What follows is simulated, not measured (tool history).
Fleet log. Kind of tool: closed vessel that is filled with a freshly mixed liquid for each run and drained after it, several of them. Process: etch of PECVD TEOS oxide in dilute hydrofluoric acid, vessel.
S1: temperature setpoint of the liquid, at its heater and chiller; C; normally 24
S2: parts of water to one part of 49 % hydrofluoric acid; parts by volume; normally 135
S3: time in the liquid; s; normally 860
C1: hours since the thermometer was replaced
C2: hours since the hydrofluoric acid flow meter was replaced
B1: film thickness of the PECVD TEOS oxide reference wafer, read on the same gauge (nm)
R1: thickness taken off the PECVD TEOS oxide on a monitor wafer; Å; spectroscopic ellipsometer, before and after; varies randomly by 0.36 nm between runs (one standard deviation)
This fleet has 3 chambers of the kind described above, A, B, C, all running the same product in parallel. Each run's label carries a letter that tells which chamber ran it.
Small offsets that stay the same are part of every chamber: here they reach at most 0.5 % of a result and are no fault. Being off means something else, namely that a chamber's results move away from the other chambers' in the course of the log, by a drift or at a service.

Run 1A, day 0.3: usual settings; C1 311; C2 45; B1 30.003. Result: R1 529.59 Å.
Run 2B, day 0.558: usual settings; C1 633.1; C2 442.4; B1 30.036. Result: R1 535.55 Å.
Run 3C, day 0.854: usual settings; C1 649.5; C2 481.5; B1 30. Result: R1 533.88 Å.
Run 4C, day 1.029: usual settings; C1 653.7; C2 485.7; B1 29.964. Result: R1 531.75 Å.
Run 5B, day 1.308: usual settings; C1 651.1; C2 460.4; B1 29.968. Result: R1 533.58 Å.
Run 6A, day 1.479: usual settings; C1 339.3; C2 73.3; B1 30.032. Result: R1 535.82 Å.
Run 7A, day 1.788: usual settings; C1 346.7; C2 80.7; B1 30.012. Result: R1 540.96 Å.
Run 8C, day 1.962: usual settings; C1 676.1; C2 508.1; B1 30.02. Result: R1 535.35 Å.
Run 9B, day 2.108: usual settings but S2 85 parts by volume, S3 1230 s; C1 670.3; C2 479.6; B1 30.06. Result: R1 1304 Å.
Run 10A, day 2.421: usual settings but S2 85 parts by volume, S3 1230 s; C1 361.9; C2 95.9; B1 30.04. Result: R1 1305.5 Å.
Run 11B, day 2.696: usual settings but S2 85 parts by volume, S3 1230 s; C1 684.4; C2 493.7; B1 30.042. Result: R1 1299 Å.
Run 12C, day 2.971: usual settings; C1 700.3; C2 532.3; B1 30.01. Result: R1 533.87 Å.
Run 13B, day 3.117: usual settings; C1 694.5; C2 503.8; B1 30.023. Result: R1 530.15 Å.
Run 14A, day 3.433: usual settings but S1 22 C; C1 386.2; C2 120.2; B1 30.018. Result: R1 519.99 Å.
Run 15C, day 3.617: usual settings but S1 22 C; C1 715.8; C2 547.8; B1 29.968. Result: R1 492.12 Å.
Run 16A, day 3.796: usual settings but S1 22 C; C1 394.9; C2 128.9; B1 29.974. Result: R1 526.94 Å.
Run 17C, day 4: usual settings; C1 725; C2 557; B1 30.051. Result: R1 534.66 Å.
Run 18B, day 4.175: usual settings; C1 719.9; C2 529.2; B1 29.997. Result: R1 535.12 Å.
Run 19C, day 4.412: usual settings; C1 734.9; C2 566.9; B1 30.014. Result: R1 529.86 Å.
Run 20A, day 4.621: usual settings; C1 414.7; C2 148.7; B1 30.017. Result: R1 588.91 Å.

One chamber off, gauge drift, or nothing amiss beyond the chambers' own small offsets? If it is a chamber, which one, and what is the likeliest cause?

Little by little, chamber A moves away from the other chambers.
Most likely cause: liquid hotter than its thermometer reads (K) = 2.58.
From this log alone, it may not be told apart from: hydrofluoric acid flow above the setpoint (%).

Which of the 4 candidates below, each the usual settings with something changed and its results left as question marks, puts chamber A back in line with what the other chambers give on the usual settings?
To be in line, a result may differ from the other chambers' mean on the usual settings by at most: R1 13 Å
Run 21A-1, day 4.854: usual settings but S2 140 parts by volume, S3 820 s. Result: R1 ?.
Run 21A-2, day 4.854: usual settings but S1 23 C. Result: R1 ?.
Run 21A-3, day 4.854: usual settings but S2 130 parts by volume, S3 900 s. Result: R1 ?.
Run 21A-4, day 4.854: usual settings but S1 25 C. Result: R1 ?.

On the usual settings, the other chambers give on average: R1 534.02 Å
  run      R1
21A-1  535.96
21A-2   564.3
21A-3  640.84
21A-4   608.9
21A-1 brings the chamber back in line.
